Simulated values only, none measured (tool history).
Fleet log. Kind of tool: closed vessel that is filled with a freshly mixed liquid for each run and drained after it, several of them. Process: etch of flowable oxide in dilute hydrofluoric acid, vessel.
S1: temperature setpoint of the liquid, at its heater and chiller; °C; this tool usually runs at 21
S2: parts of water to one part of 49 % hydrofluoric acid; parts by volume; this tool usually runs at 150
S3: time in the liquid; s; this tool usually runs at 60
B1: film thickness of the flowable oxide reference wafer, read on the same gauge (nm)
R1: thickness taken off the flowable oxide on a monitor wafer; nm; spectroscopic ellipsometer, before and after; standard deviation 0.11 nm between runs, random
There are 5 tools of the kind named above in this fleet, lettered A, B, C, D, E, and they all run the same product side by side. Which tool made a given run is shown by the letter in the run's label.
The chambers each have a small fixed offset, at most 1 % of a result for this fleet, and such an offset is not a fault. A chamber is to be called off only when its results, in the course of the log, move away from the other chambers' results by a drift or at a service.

Run 1B, hour 2.1: usual settings; B1 120.02. Result: R1 12.2900 nm.
Run 2E, hour 5.5: usual settings; B1 120.00. Result: R1 12.1060 nm.
Run 3A, hour 9.1: usual settings; B1 119.99. Result: R1 12.5530 nm.
Run 4C, hour 12.7: usual settings; B1 120.00. Result: R1 12.3600 nm.
Run 5D, hour 16.2: usual settings; B1 119.98. Result: R1 12.5120 nm.
Run 6B, hour 19.8: usual settings; B1 120.00. Result: R1 12.2170 nm.
Run 7A, hour 22.6: usual settings; B1 120.00. Result: R1 12.3750 nm.
Run 8D, hour 25.4: usual settings; B1 120.01. Result: R1 12.4180 nm.
Run 9E, hour 28.7: usual settings; B1 119.99. Result: R1 12.3050 nm.
Run 10C, hour 32.4: usual settings; B1 120.02. Result: R1 12.4320 nm.
Run 11D, hour 35.2: usual settings but S2 215 parts by volume; B1 120.00. Result: R1 8.0854 nm.
Run 12E, hour 38.1: usual settings but S2 215 parts by volume; B1 120.01. Result: R1 8.0138 nm.
At hour 40.4: chamber B: hydrofluoric acid flow meter replaced.
Run 13B, hour 40.4: usual settings but S2 215 parts by volume; B1 120.03. Result: R1 8.2095 nm.
Run 14A, hour 42.4: usual settings but S2 215 parts by volume; B1 120.00. Result: R1 7.9912 nm.
Run 15C, hour 46.9: usual settings but S2 215 parts by volume; B1 120.01. Result: R1 8.1291 nm.
Run 16A, hour 50.2: usual settings; B1 120.00. Result: R1 12.1480 nm.
Run 17B, hour 54.2: usual settings; B1 120.01. Result: R1 12.3980 nm.
Run 18C, hour 56.6: usual settings; B1 120.02. Result: R1 12.3360 nm.
Run 19E, hour 59.0: usual settings; B1 120.01. Result: R1 12.4240 nm.
Run 20D, hour 63.6: usual settings; B1 120.00. Result: R1 12.4330 nm.
Run 21E, hour 67.5: usual settings; B1 120.00. Result: R1 12.4560 nm.
Run 22B, hour 70.7: usual settings; B1 119.99. Result: R1 12.4500 nm.
Run 23C, hour 75.3: usual settings; B1 120.01. Result: R1 12.4640 nm.
Run 24A, hour 78.0: usual settings; B1 119.99. Result: R1 11.8610 nm.
Run 25D, hour 80.2: usual settings; B1 120.01. Result: R1 12.4450 nm.
Run 26D, hour 82.2: usual settings; B1 120.00. Result: R1 12.3580 nm.
Run 27C, hour 85.5: usual settings but S1 17 °C; B1 120.00. Result: R1 10.2850 nm.
Run 28B, hour 88.9: usual settings but S1 17 °C; B1 120.01. Result: R1 10.5540 nm.
Run 29A, hour 91.3: usual settings but S1 17 °C; B1 120.03. Result: R1 9.8835 nm.
Run 30E, hour 95.4: usual settings but S1 17 °C; B1 119.98. Result: R1 10.6690 nm.
Run 31D, hour 99.8: usual settings but S1 17 °C; B1 120.00. Result: R1 10.5280 nm.
Run 32B, hour 103.4: usual settings; B1 120.01. Result: R1 12.4570 nm.

Decide between three cases: one chamber stands off from its peers, the gauge reading all wafers drifts, or nothing is wrong past each chamber's small offset. Where a chamber is off, say which and what most likely put it there.

It is chamber A that slowly wanders off from its peers.
Cause: hydrofluoric acid flow below the setpoint (%) = 6.15.
The log may not tell that from: liquid colder than its thermometer reads (K).

Chamber A could run next with any of the 4 candidate recipes listed below; each alters the usual settings, and their results appear as question marks. Which one brings its results back in line with what the other chambers deliver on the usual settings?
A result is in line if it is within this distance of the other chambers' mean on the usual settings: R1 0.3900 nm
Run 33A-1, hour 106.7: usual settings but S2 140 parts by volume. Result: R1 ?.
Run 33A-2, hour 106.7: usual settings but S1 19.0 °C. Result: R1 ?.
Run 33A-3, hour 106.7: usual settings but S1 20.5 °C. Result: R1 ?.
Run 33A-4, hour 106.7: usual settings but S1 21.5 °C. Result: R1 ?.

The other chambers' mean on the usual settings: R1 12.4020 nm
  run       R1
33A-1  12.4730
33A-2  10.6480
33A-3  11.3010
33A-4  11.7520
33A-1 is the one that brings the chamber's results back in line with the other chambers.
